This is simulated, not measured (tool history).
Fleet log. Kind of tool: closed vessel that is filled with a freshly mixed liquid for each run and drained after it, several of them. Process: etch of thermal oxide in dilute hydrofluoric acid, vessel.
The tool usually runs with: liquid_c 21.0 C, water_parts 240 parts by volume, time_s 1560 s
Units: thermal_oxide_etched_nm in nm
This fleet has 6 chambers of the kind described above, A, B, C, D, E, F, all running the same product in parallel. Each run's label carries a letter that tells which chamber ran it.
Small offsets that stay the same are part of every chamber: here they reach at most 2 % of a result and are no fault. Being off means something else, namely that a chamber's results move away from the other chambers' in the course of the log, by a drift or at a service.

| run | hour | liquid_c | water_parts | time_s | hours since the thermometer was replaced | hours since the hydrofluoric acid flow meter was replaced | read-back film thickness of the thermal oxide reference wafer, read on the same gauge (nm) | thermal_oxide_etched_nm |
|---|---|---|---|---|---|---|---|---|
|  | 11.0 | chamber B: thermometer replaced |
| 1E | 14.3 | 21.0 | 240 | 1560 | 1254.8 | 298.2 | 30.006 | 25.180 |
|  | 18.6 | chamber D: hydrofluoric acid flow meter replaced |
| 2D | 29.8 | 21.0 | 240 | 1560 | 1639.3 | 11.2 | 30.010 | 24.717 |
| 3C | 44.6 | 21.0 | 240 | 1560 | 2233.6 | 816.1 | 29.997 | 25.151 |
|  | 50.4 | chamber C: thermometer replaced |
| 4B | 57.8 | 21.0 | 240 | 1560 | 46.9 | 135.8 | 30.009 | 25.057 |
| 5A | 65.9 | 21.0 | 240 | 1560 | 1014.3 | 267.0 | 30.002 | 24.864 |
| 6F | 79.6 | 21.0 | 240 | 1560 | 756.1 | 228.7 | 30.002 | 25.154 |
| 7D | 92.5 | 21.0 | 240 | 1560 | 1702.0 | 73.9 | 29.995 | 24.778 |
| 8A | 106.3 | 21.0 | 240 | 1560 | 1054.7 | 307.4 | 30.009 | 25.002 |
| 9F | 120.0 | 21.0 | 190 | 1560 | 796.5 | 269.1 | 29.988 | 33.490 |
| 10B | 133.4 | 21.0 | 190 | 1560 | 122.5 | 211.4 | 30.001 | 33.671 |
| 11C | 148.3 | 21.0 | 190 | 1560 | 98.0 | 919.8 | 29.992 | 33.766 |
| 12E | 159.4 | 21.0 | 190 | 1560 | 1399.9 | 443.3 | 30.006 | 33.329 |
| 13E | 169.7 | 21.0 | 190 | 1560 | 1410.2 | 453.6 | 29.994 | 33.418 |
| 14A | 180.2 | 21.0 | 190 | 1560 | 1128.6 | 381.3 | 30.003 | 33.159 |
| 15C | 195.3 | 21.0 | 240 | 1560 | 145.0 | 966.8 | 30.001 | 24.912 |
| 16D | 203.6 | 21.0 | 240 | 1560 | 1813.1 | 185.0 | 29.997 | 24.885 |
| 17B | 216.6 | 21.0 | 240 | 1560 | 205.7 | 294.6 | 30.009 | 25.823 |
| 18F | 228.6 | 21.0 | 340 | 2235 | 905.1 | 377.7 | 29.999 | 23.173 |
| 19F | 243.7 | 21.0 | 340 | 2235 | 920.2 | 392.8 | 29.992 | 23.081 |
| 20C | 250.4 | 21.0 | 340 | 2235 | 200.1 | 1021.9 | 30.020 | 23.552 |
| 21D | 264.4 | 21.0 | 340 | 2235 | 1873.9 | 245.8 | 29.997 | 23.005 |
| 22B | 278.7 | 21.0 | 340 | 2235 | 267.8 | 356.7 | 30.002 | 23.215 |
| 23E | 290.5 | 21.0 | 340 | 2235 | 1531.0 | 574.4 | 29.995 | 23.044 |
| 24A | 299.6 | 21.0 | 240 | 1560 | 1248.0 | 500.7 | 30.005 | 25.261 |
| 25F | 314.0 | 21.0 | 240 | 1560 | 990.5 | 463.1 | 29.995 | 25.040 |
| 26D | 324.9 | 25.5 | 240 | 1915 | 1934.4 | 306.3 | 29.997 | 35.681 |
|  | 333.0 | chamber A: hydrofluoric acid flow meter replaced |
| 27C | 336.8 | 25.5 | 240 | 1915 | 286.5 | 1108.3 | 30.008 | 36.494 |
| 28E | 345.1 | 25.5 | 240 | 1915 | 1585.6 | 629.0 | 30.003 | 36.048 |
|  | 349.5 | chamber A: thermometer replaced |
| 29B | 359.1 | 25.5 | 240 | 1915 | 348.2 | 437.1 | 29.991 | 36.541 |
| 30A | 369.0 | 25.5 | 240 | 1915 | 19.5 | 36.1 | 29.993 | 36.311 |
| 31C | 383.9 | 25.5 | 240 | 1915 | 333.6 | 1155.4 | 29.996 | 35.989 |
| 32E | 392.8 | 21.0 | 240 | 1560 | 1633.3 | 676.7 | 29.980 | 25.074 |
| 33A | 403.0 | 21.0 | 240 | 1560 | 53.5 | 70.1 | 30.003 | 24.780 |
| 34B | 413.7 | 18.0 | 240 | 1560 | 402.8 | 491.7 | 30.010 | 22.895 |
| 35D | 425.8 | 18.0 | 240 | 1560 | 2035.3 | 407.2 | 29.999 | 21.925 |
| 36F | 436.2 | 18.0 | 240 | 1560 | 1112.7 | 585.3 | 30.023 | 22.496 |
| 37C | 448.6 | 18.0 | 240 | 1560 | 398.3 | 1220.1 | 30.000 | 22.549 |
| 38A | 460.4 | 18.0 | 240 | 1560 | 110.9 | 127.5 | 30.001 | 22.242 |
| 39F | 471.3 | 18.0 | 240 | 1560 | 1147.8 | 620.4 | 30.004 | 22.143 |
| 40B | 480.5 | 19.5 | 240 | 1560 | 469.6 | 558.5 | 29.999 | 24.126 |
| 41E | 492.4 | 19.5 | 240 | 1560 | 1732.9 | 776.3 | 29.997 | 23.724 |

Has any chamber moved away from the others, gradually or after a service, or does the common gauge drift, or do the chambers differ only by their own small steady offsets? State the chamber and the most likely cause if one applies.

The fleet is healthy, with each chamber sitting at its usual small offset and no drift in the gauge.

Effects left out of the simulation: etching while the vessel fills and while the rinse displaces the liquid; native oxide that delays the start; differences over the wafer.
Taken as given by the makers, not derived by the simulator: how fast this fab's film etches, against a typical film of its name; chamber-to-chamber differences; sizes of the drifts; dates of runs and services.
